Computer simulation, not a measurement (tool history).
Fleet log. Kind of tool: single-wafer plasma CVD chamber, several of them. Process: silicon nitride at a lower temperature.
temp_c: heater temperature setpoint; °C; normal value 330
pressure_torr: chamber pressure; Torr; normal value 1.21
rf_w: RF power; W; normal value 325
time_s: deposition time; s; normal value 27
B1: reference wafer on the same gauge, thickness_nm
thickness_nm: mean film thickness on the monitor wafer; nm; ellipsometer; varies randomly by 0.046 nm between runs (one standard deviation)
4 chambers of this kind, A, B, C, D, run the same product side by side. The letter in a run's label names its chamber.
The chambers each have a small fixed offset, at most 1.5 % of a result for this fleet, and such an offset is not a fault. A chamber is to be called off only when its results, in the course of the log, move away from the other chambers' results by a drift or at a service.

Run 1C, hour 4.8: usual settings; B1 28.596. Result: thickness_nm 31.303 nm.
Run 2D, hour 12.1: usual settings; B1 28.578. Result: thickness_nm 31.21 nm.
Run 3B, hour 15.4: usual settings; B1 28.588. Result: thickness_nm 31.314 nm.
Run 4A, hour 21.9: usual settings; B1 28.58. Result: thickness_nm 31.527 nm.
Run 5B, hour 27.8: usual settings; B1 28.588. Result: thickness_nm 31.275 nm.
Run 6A, hour 35.1: usual settings; B1 28.566. Result: thickness_nm 31.413 nm.
Run 7C, hour 40: usual settings but time_s 25.2 s; B1 28.582. Result: thickness_nm 29.129 nm.
At hour 42.2: chamber B: RF generator calibrated.
Run 8D, hour 44.4: usual settings but time_s 25.2 s; B1 28.555. Result: thickness_nm 29.076 nm.
Run 9D, hour 51.6: usual settings but time_s 25.2 s; B1 28.565. Result: thickness_nm 29.13 nm.
Run 10C, hour 56: usual settings but time_s 25.2 s; B1 28.551. Result: thickness_nm 29.131 nm.
Run 11B, hour 60.9: usual settings but time_s 24.8 s; B1 28.555. Result: thickness_nm 28.751 nm.
Run 12A, hour 64.4: usual settings but time_s 24.8 s; B1 28.545. Result: thickness_nm 28.926 nm.
Run 13B, hour 68.5: usual settings but time_s 24.8 s; B1 28.544. Result: thickness_nm 28.638 nm.
Run 14A, hour 72.6: usual settings but time_s 24.8 s; B1 28.544. Result: thickness_nm 28.844 nm.
Run 15D, hour 78.5: usual settings; B1 28.546. Result: thickness_nm 31.053 nm.
Run 16C, hour 82.2: usual settings; B1 28.54. Result: thickness_nm 31.192 nm.
Run 17B, hour 87.8: usual settings but pressure_torr 1.08 Torr, rf_w 375 W; B1 28.539. Result: thickness_nm 33.095 nm.
Run 18A, hour 92.5: usual settings but pressure_torr 1.08 Torr, rf_w 375 W; B1 28.525. Result: thickness_nm 33.293 nm.
Run 19C, hour 97: usual settings but pressure_torr 1.08 Torr, rf_w 375 W; B1 28.525. Result: thickness_nm 33.151 nm.
Run 20D, hour 103: usual settings but pressure_torr 1.08 Torr, rf_w 375 W; B1 28.54. Result: thickness_nm 32.896 nm.
Run 21B, hour 106.4: usual settings; B1 28.532. Result: thickness_nm 31.155 nm.
Run 22C, hour 113.5: usual settings; B1 28.524. Result: thickness_nm 31.215 nm.
Run 23D, hour 120.7: usual settings but time_s 29.5 s; B1 28.517. Result: thickness_nm 34.048 nm.
Run 24A, hour 127.7: usual settings but time_s 29.5 s; B1 28.516. Result: thickness_nm 34.384 nm.
Run 25D, hour 135.2: usual settings but time_s 29.5 s; B1 28.499. Result: thickness_nm 33.848 nm.
Run 26C, hour 141.2: usual settings but time_s 29.5 s; B1 28.504. Result: thickness_nm 34.065 nm.
Run 27B, hour 148.4: usual settings; B1 28.506. Result: thickness_nm 31.193 nm.
Run 28A, hour 152.1: usual settings; B1 28.491. Result: thickness_nm 31.417 nm.
Run 29C, hour 157.7: usual settings; B1 28.493. Result: thickness_nm 31.231 nm.
Run 30B, hour 163.4: usual settings; B1 28.481. Result: thickness_nm 31.093 nm.
Run 31A, hour 167.8: usual settings; B1 28.481. Result: thickness_nm 31.355 nm.
Run 32D, hour 172.3: usual settings; B1 28.472. Result: thickness_nm 30.984 nm.
Run 33D, hour 175.9: usual settings but temp_c 316 °C, time_s 31.1 s; B1 28.479. Result: thickness_nm 35.916 nm.
Run 34B, hour 182.6: usual settings but temp_c 316 °C, time_s 31.1 s; B1 28.461. Result: thickness_nm 35.906 nm.
Run 35C, hour 189.1: usual settings but temp_c 316 °C, time_s 31.1 s; B1 28.46. Result: thickness_nm 36.077 nm.
Run 36A, hour 195.2: usual settings but temp_c 316 °C, time_s 31.1 s; B1 28.471. Result: thickness_nm 36.282 nm.
Run 37A, hour 202.6: usual settings; B1 28.453. Result: thickness_nm 31.321 nm.
Run 38D, hour 208.1: usual settings; B1 28.458. Result: thickness_nm 30.93 nm.
Run 39B, hour 212.7: usual settings; B1 28.45. Result: thickness_nm 31.072 nm.
Run 40C, hour 220.1: usual settings; B1 28.459. Result: thickness_nm 31.101 nm.
Run 41B, hour 225.4: usual settings; B1 28.433. Result: thickness_nm 31.137 nm.
Run 42A, hour 232.2: usual settings; B1 28.438. Result: thickness_nm 31.32 nm.
Run 43D, hour 238.6: usual settings; B1 28.426. Result: thickness_nm 30.95 nm.

Has any chamber moved away from the others, gradually or after a service, or does the common gauge drift, or do the chambers differ only by their own small steady offsets? State the chamber and the most likely cause if one applies.

None of the chambers is off. What moves is the gauge, dragging all their readings along together.
What lies behind it: gauge reads low (%) = 0.598.
